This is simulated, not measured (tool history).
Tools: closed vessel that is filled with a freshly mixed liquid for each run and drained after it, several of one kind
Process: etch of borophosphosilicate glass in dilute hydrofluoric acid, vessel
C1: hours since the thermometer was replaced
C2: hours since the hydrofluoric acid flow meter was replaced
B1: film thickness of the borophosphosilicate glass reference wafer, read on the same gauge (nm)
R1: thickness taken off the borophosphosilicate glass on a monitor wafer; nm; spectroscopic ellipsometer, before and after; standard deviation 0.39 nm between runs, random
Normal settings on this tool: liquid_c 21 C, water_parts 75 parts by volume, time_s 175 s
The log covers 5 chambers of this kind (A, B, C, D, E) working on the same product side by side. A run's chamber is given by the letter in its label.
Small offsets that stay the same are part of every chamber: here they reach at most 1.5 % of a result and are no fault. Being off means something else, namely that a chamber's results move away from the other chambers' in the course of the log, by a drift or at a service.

{"day": 0.275, "done": "chamber D: thermometer replaced"}
{"run": "1B", "day": 0.579, "liquid_c": 21, "water_parts": 75, "time_s": 175, "C1": 817.6, "C2": 2017.2, "B1": 110.02, "R1": 56.631}
{"run": "2A", "day": 0.917, "liquid_c": 21, "water_parts": 75, "time_s": 175, "C1": 1333.5, "C2": 408.4, "B1": 109.99, "R1": 56.299}
{"run": "3E", "day": 1.267, "liquid_c": 21, "water_parts": 75, "time_s": 175, "C1": 971.9, "C2": 278.9, "B1": 109.98, "R1": 55.352}
{"run": "4C", "day": 1.738, "liquid_c": 21, "water_parts": 75, "time_s": 175, "C1": 1150.6, "C2": 617, "B1": 110, "R1": 55.739}
{"run": "5D", "day": 2.183, "liquid_c": 21, "water_parts": 75, "time_s": 175, "C1": 45.8, "C2": 65, "B1": 109.99, "R1": 56.146}
{"run": "6A", "day": 2.488, "liquid_c": 21, "water_parts": 75, "time_s": 175, "C1": 1371.2, "C2": 446.1, "B1": 110.01, "R1": 56.316}
{"run": "7B", "day": 3.0, "liquid_c": 21, "water_parts": 75, "time_s": 175, "C1": 875.7, "C2": 2075.3, "B1": 109.97, "R1": 56.69}
{"day": 3.083, "done": "chamber E: thermometer replaced"}
{"run": "8D", "day": 3.538, "liquid_c": 21, "water_parts": 75, "time_s": 175, "C1": 78.3, "C2": 97.5, "B1": 110.01, "R1": 56.44}
{"run": "9E", "day": 4.138, "liquid_c": 21, "water_parts": 75, "time_s": 175, "C1": 25.3, "C2": 347.8, "B1": 110.03, "R1": 56.141}
{"run": "10C", "day": 4.567, "liquid_c": 21, "water_parts": 75, "time_s": 175, "C1": 1218.5, "C2": 684.9, "B1": 109.98, "R1": 56.835}
{"run": "11E", "day": 5.196, "liquid_c": 21, "water_parts": 75, "time_s": 175, "C1": 50.7, "C2": 373.2, "B1": 110, "R1": 55.307}
{"run": "12D", "day": 5.738, "liquid_c": 21, "water_parts": 75, "time_s": 175, "C1": 131.1, "C2": 150.3, "B1": 109.97, "R1": 56.052}
{"run": "13A", "day": 6.133, "liquid_c": 21, "water_parts": 75, "time_s": 175, "C1": 1458.7, "C2": 533.6, "B1": 110.01, "R1": 55.978}
{"run": "14C", "day": 6.45, "liquid_c": 21, "water_parts": 75, "time_s": 175, "C1": 1263.7, "C2": 730.1, "B1": 109.99, "R1": 55.826}
{"run": "15B", "day": 6.967, "liquid_c": 21, "water_parts": 75, "time_s": 175, "C1": 970.9, "C2": 2170.5, "B1": 110.03, "R1": 55.975}
{"run": "16C", "day": 7.429, "liquid_c": 21, "water_parts": 75, "time_s": 175, "C1": 1287.2, "C2": 753.6, "B1": 109.99, "R1": 57.127}
{"run": "17E", "day": 8.071, "liquid_c": 21, "water_parts": 75, "time_s": 175, "C1": 119.7, "C2": 442.2, "B1": 109.97, "R1": 54.884}
{"run": "18B", "day": 8.371, "liquid_c": 21, "water_parts": 75, "time_s": 175, "C1": 1004.6, "C2": 2204.2, "B1": 109.97, "R1": 55.114}
{"run": "19D", "day": 9.004, "liquid_c": 21, "water_parts": 75, "time_s": 175, "C1": 209.5, "C2": 228.7, "B1": 110.03, "R1": 55.823}
{"run": "20A", "day": 9.371, "liquid_c": 21, "water_parts": 105, "time_s": 175, "C1": 1536.4, "C2": 611.3, "B1": 109.98, "R1": 39.065}
{"run": "21C", "day": 9.675, "liquid_c": 21, "water_parts": 105, "time_s": 175, "C1": 1341.1, "C2": 807.5, "B1": 110.03, "R1": 39.3}
{"run": "22B", "day": 10.279, "liquid_c": 21, "water_parts": 105, "time_s": 175, "C1": 1050.4, "C2": 2250, "B1": 110.02, "R1": 37.216}
{"run": "23D", "day": 10.625, "liquid_c": 21, "water_parts": 105, "time_s": 175, "C1": 248.4, "C2": 267.6, "B1": 109.99, "R1": 39.33}
{"run": "24E", "day": 10.95, "liquid_c": 21, "water_parts": 105, "time_s": 175, "C1": 188.8, "C2": 511.3, "B1": 110.01, "R1": 38.528}
{"run": "25A", "day": 11.504, "liquid_c": 21, "water_parts": 75, "time_s": 175, "C1": 1587.6, "C2": 662.5, "B1": 110.01, "R1": 56.124}
{"run": "26C", "day": 11.808, "liquid_c": 21, "water_parts": 75, "time_s": 175, "C1": 1392.3, "C2": 858.7, "B1": 109.98, "R1": 56.266}
{"run": "27E", "day": 12.467, "liquid_c": 21, "water_parts": 75, "time_s": 175, "C1": 225.2, "C2": 547.7, "B1": 110, "R1": 55.549}
{"run": "28A", "day": 12.767, "liquid_c": 21, "water_parts": 75, "time_s": 175, "C1": 1617.9, "C2": 692.8, "B1": 110.02, "R1": 55.926}
{"run": "29D", "day": 13.067, "liquid_c": 21, "water_parts": 75, "time_s": 175, "C1": 307, "C2": 326.2, "B1": 109.99, "R1": 56.258}
{"run": "30B", "day": 13.729, "liquid_c": 21, "water_parts": 75, "time_s": 175, "C1": 1133.2, "C2": 2332.8, "B1": 109.99, "R1": 53.249}
{"run": "31C", "day": 14.092, "liquid_c": 21, "water_parts": 75, "time_s": 175, "C1": 1447.1, "C2": 913.5, "B1": 109.98, "R1": 56.292}
{"run": "32E", "day": 14.738, "liquid_c": 21, "water_parts": 75, "time_s": 175, "C1": 279.7, "C2": 602.2, "B1": 110.03, "R1": 55.996}
{"run": "33B", "day": 15.167, "liquid_c": 21, "water_parts": 75, "time_s": 175, "C1": 1167.7, "C2": 2367.3, "B1": 109.98, "R1": 52.645}
{"day": 15.229, "done": "chamber B: hydrofluoric acid flow meter replaced"}
{"run": "34A", "day": 15.825, "liquid_c": 21, "water_parts": 75, "time_s": 175, "C1": 1691.3, "C2": 766.2, "B1": 110.02, "R1": 56.152}
{"run": "35D", "day": 16.388, "liquid_c": 21, "water_parts": 75, "time_s": 175, "C1": 386.7, "C2": 405.9, "B1": 110.03, "R1": 56.291}
{"run": "36D", "day": 16.738, "liquid_c": 21, "water_parts": 75, "time_s": 175, "C1": 395.1, "C2": 414.3, "B1": 110.02, "R1": 56.027}
{"run": "37A", "day": 17.188, "liquid_c": 21, "water_parts": 75, "time_s": 175, "C1": 1724, "C2": 798.9, "B1": 109.99, "R1": 56.715}
{"run": "38B", "day": 17.542, "liquid_c": 21, "water_parts": 75, "time_s": 175, "C1": 1224.7, "C2": 55.6, "B1": 109.99, "R1": 52.32}
{"run": "39E", "day": 17.883, "liquid_c": 21, "water_parts": 75, "time_s": 175, "C1": 355.2, "C2": 677.7, "B1": 110.01, "R1": 56.241}
{"run": "40C", "day": 18.208, "liquid_c": 21, "water_parts": 75, "time_s": 175, "C1": 1545.9, "C2": 1012.3, "B1": 110.02, "R1": 56.282}
{"run": "41E", "day": 18.796, "liquid_c": 21, "water_parts": 75, "time_s": 175, "C1": 377.1, "C2": 699.6, "B1": 110, "R1": 55.628}
{"run": "42D", "day": 19.258, "liquid_c": 21, "water_parts": 75, "time_s": 175, "C1": 455.6, "C2": 474.8, "B1": 110.01, "R1": 55.902}

For the next run the whole fleet of 5 chambers uses the same settings. Give each chamber's results:
{"run": "43A", "day": 19.75, "liquid_c": 21, "water_parts": 75, "time_s": 215, "R1": "?"}
{"run": "43B", "day": 19.75, "liquid_c": 21, "water_parts": 75, "time_s": 215, "R1": "?"}
{"run": "43C", "day": 19.75, "liquid_c": 21, "water_parts": 75, "time_s": 215, "R1": "?"}
{"run": "43D", "day": 19.75, "liquid_c": 21, "water_parts": 75, "time_s": 215, "R1": "?"}
{"run": "43E", "day": 19.75, "liquid_c": 21, "water_parts": 75, "time_s": 215, "R1": "?"}

run=43A R1=69.97
run=43B R1=62.208
run=43C R1=69.009
run=43D R1=69.292
run=43E R1=69.232
